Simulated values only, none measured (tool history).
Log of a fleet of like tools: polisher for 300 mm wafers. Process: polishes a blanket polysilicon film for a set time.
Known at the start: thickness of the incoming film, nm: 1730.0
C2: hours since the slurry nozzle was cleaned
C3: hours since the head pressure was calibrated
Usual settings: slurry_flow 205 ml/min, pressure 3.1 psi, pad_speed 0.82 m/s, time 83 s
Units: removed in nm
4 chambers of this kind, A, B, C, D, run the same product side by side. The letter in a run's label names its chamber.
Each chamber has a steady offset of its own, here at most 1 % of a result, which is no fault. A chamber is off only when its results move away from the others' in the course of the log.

At day 0.083: chamber B: worn pad replaced by a new one.
Run 1C, day 0.279: usual settings; wafers polished on this pad 176; C2 110.2; C3 414.3. Result: removed 610.02 nm.
Run 2A, day 0.608: usual settings; wafers polished on this pad 502; C2 264.9; C3 398.9. Result: removed 596.37 nm.
Run 3D, day 0.825: usual settings; wafers polished on this pad 445; C2 203.0; C3 361.5. Result: removed 607.72 nm.
Run 4B, day 1.117: usual settings; wafers polished on this pad 294; C2 185.5; C3 510.3. Result: removed 609.89 nm.
Run 5A, day 1.471: usual settings; wafers polished on this pad 748; C2 285.6; C3 419.6. Result: removed 602.83 nm.
At day 1.562: chamber D: worn pad replaced by a new one.
Run 6D, day 1.900: usual settings; wafers polished on this pad 96; C2 228.8; C3 387.3. Result: removed 618.52 nm.
Run 7B, day 2.150: usual settings; wafers polished on this pad 588; C2 210.3; C3 535.1. Result: removed 601.30 nm.
Run 8C, day 2.371: usual settings; wafers polished on this pad 771; C2 160.4; C3 464.5. Result: removed 596.43 nm.
At day 2.567: chamber B: worn pad replaced by a new one.
Run 9D, day 2.692: usual settings; wafers polished on this pad 321; C2 247.8; C3 406.3. Result: removed 597.03 nm.
Run 10B, day 3.042: usual settings; wafers polished on this pad 135; C2 231.7; C3 556.5. Result: removed 607.29 nm.
Run 11C, day 3.429: usual settings but pressure 2.1 psi, time 101 s; wafers polished on this pad 1072; C2 185.8; C3 489.9. Result: removed 502.75 nm.
At day 3.538: chamber D: worn pad replaced by a new one.
Run 12A, day 3.862: usual settings but pressure 2.1 psi, time 101 s; wafers polished on this pad 1427; C2 343.0; C3 477.0. Result: removed 498.29 nm.
Run 13D, day 4.183: usual settings but pressure 2.1 psi, time 101 s; wafers polished on this pad 184; C2 283.6; C3 442.1. Result: removed 498.85 nm.
At day 4.550: chamber A: worn pad replaced by a new one.
Run 14C, day 4.608: usual settings but pressure 2.1 psi, time 101 s; wafers polished on this pad 1407; C2 214.1; C3 518.2. Result: removed 488.50 nm.
At day 4.754: chamber B: worn pad replaced by a new one.
Run 15A, day 4.804: usual settings; wafers polished on this pad 73; C2 365.6; C3 499.6. Result: removed 609.49 nm.
Run 16B, day 5.142: usual settings; wafers polished on this pad 111; C2 282.1; C3 606.9. Result: removed 597.40 nm.
At day 5.246: chamber C: worn pad replaced by a new one.
Run 17D, day 5.433: usual settings; wafers polished on this pad 539; C2 313.6; C3 472.1. Result: removed 596.25 nm.
Run 18B, day 5.754: usual settings; wafers polished on this pad 285; C2 296.8; C3 621.6. Result: removed 595.45 nm.
At day 5.912: chamber D: worn pad replaced by a new one.
At day 5.921: chamber A: slurry nozzle cleaned.
Run 19A, day 6.008: usual settings; wafers polished on this pad 415; C2 2.1; C3 528.5. Result: removed 600.28 nm.
Run 20C, day 6.308: usual settings; wafers polished on this pad 302; C2 254.9; C3 559.0. Result: removed 587.38 nm.
Run 21D, day 6.617: usual settings but pad_speed 0.70 m/s; wafers polished on this pad 200; C2 342.0; C3 500.5. Result: removed 519.08 nm.
Run 22C, day 6.979: usual settings but pad_speed 0.70 m/s; wafers polished on this pad 493; C2 271.0; C3 575.1. Result: removed 500.77 nm.
At day 7.146: chamber B: worn pad replaced by a new one.
Run 23B, day 7.392: usual settings but pad_speed 0.70 m/s; wafers polished on this pad 70; C2 336.1; C3 660.9. Result: removed 511.41 nm.
At day 7.567: chamber C: slurry nozzle cleaned.
Run 24A, day 7.754: usual settings but pad_speed 0.70 m/s; wafers polished on this pad 911; C2 44.0; C3 570.4. Result: removed 518.21 nm.
Run 25C, day 8.104: usual settings; wafers polished on this pad 813; C2 13.0; C3 602.1. Result: removed 580.86 nm.
At day 8.429: chamber D: worn pad replaced by a new one.
Run 26B, day 8.546: usual settings; wafers polished on this pad 398; C2 363.8; C3 688.6. Result: removed 611.07 nm.
Run 27D, day 8.912: usual settings; wafers polished on this pad 138; C2 397.1; C3 555.6. Result: removed 606.68 nm.
Run 28A, day 9.212: usual settings; wafers polished on this pad 1326; C2 79.0; C3 605.4. Result: removed 610.80 nm.
Run 29D, day 9.496: usual settings; wafers polished on this pad 304; C2 411.1; C3 569.6. Result: removed 614.81 nm.
At day 9.504: chamber B: worn pad replaced by a new one.
At day 9.662: chamber A: worn pad replaced by a new one.
Run 30A, day 9.871: usual settings; wafers polished on this pad 60; C2 94.8; C3 621.2. Result: removed 604.13 nm.
Run 31B, day 10.217: usual settings; wafers polished on this pad 203; C2 403.9; C3 728.7. Result: removed 605.85 nm.
At day 10.317: chamber C: worn pad replaced by a new one.
Run 32C, day 10.438: usual settings; wafers polished on this pad 34; C2 69.0; C3 658.1. Result: removed 562.09 nm.
Run 33B, day 10.654: usual settings but slurry_flow 140 ml/min; wafers polished on this pad 327; C2 414.4; C3 739.2. Result: removed 568.80 nm.
Run 34A, day 11.054: usual settings but slurry_flow 140 ml/min; wafers polished on this pad 396; C2 123.2; C3 649.6. Result: removed 568.90 nm.
Run 35C, day 11.496: usual settings but slurry_flow 140 ml/min; wafers polished on this pad 335; C2 94.4; C3 683.5. Result: removed 518.67 nm.

Is one chamber off against the others, does the gauge drift, or is nothing wrong? If a chamber is off, say which, and what the likeliest cause is.

Chamber C drifts away from the others.
Cause: head's pressure below its setpoint, % = 9.99.

Here are 4 candidates for chamber C's next run, each the usual settings with a change, their results left as question marks. Which one brings its results back in line with what the others give on the usual settings?
In line means no further than this from the other chambers' mean on the usual settings: removed 21.00 nm
Run 36C-1, day 11.821: usual settings but pressure 3.2 psi, pad_speed 0.84 m/s, time 85 s. Result: removed ?.
Run 36C-2, day 11.821: usual settings but slurry_flow 245 ml/min. Result: removed ?.
Run 36C-3, day 11.821: usual settings but time 81 s. Result: removed ?.
Run 36C-4, day 11.821: usual settings but pad_speed 0.78 m/s, time 79 s. Result: removed ?.

The other chambers' mean on the usual settings: removed 600.99 nm
  run  removed
36C-1   589.37
36C-2   555.98
36C-3   531.24
36C-4   492.94
36C-1 brings the chamber back in line.

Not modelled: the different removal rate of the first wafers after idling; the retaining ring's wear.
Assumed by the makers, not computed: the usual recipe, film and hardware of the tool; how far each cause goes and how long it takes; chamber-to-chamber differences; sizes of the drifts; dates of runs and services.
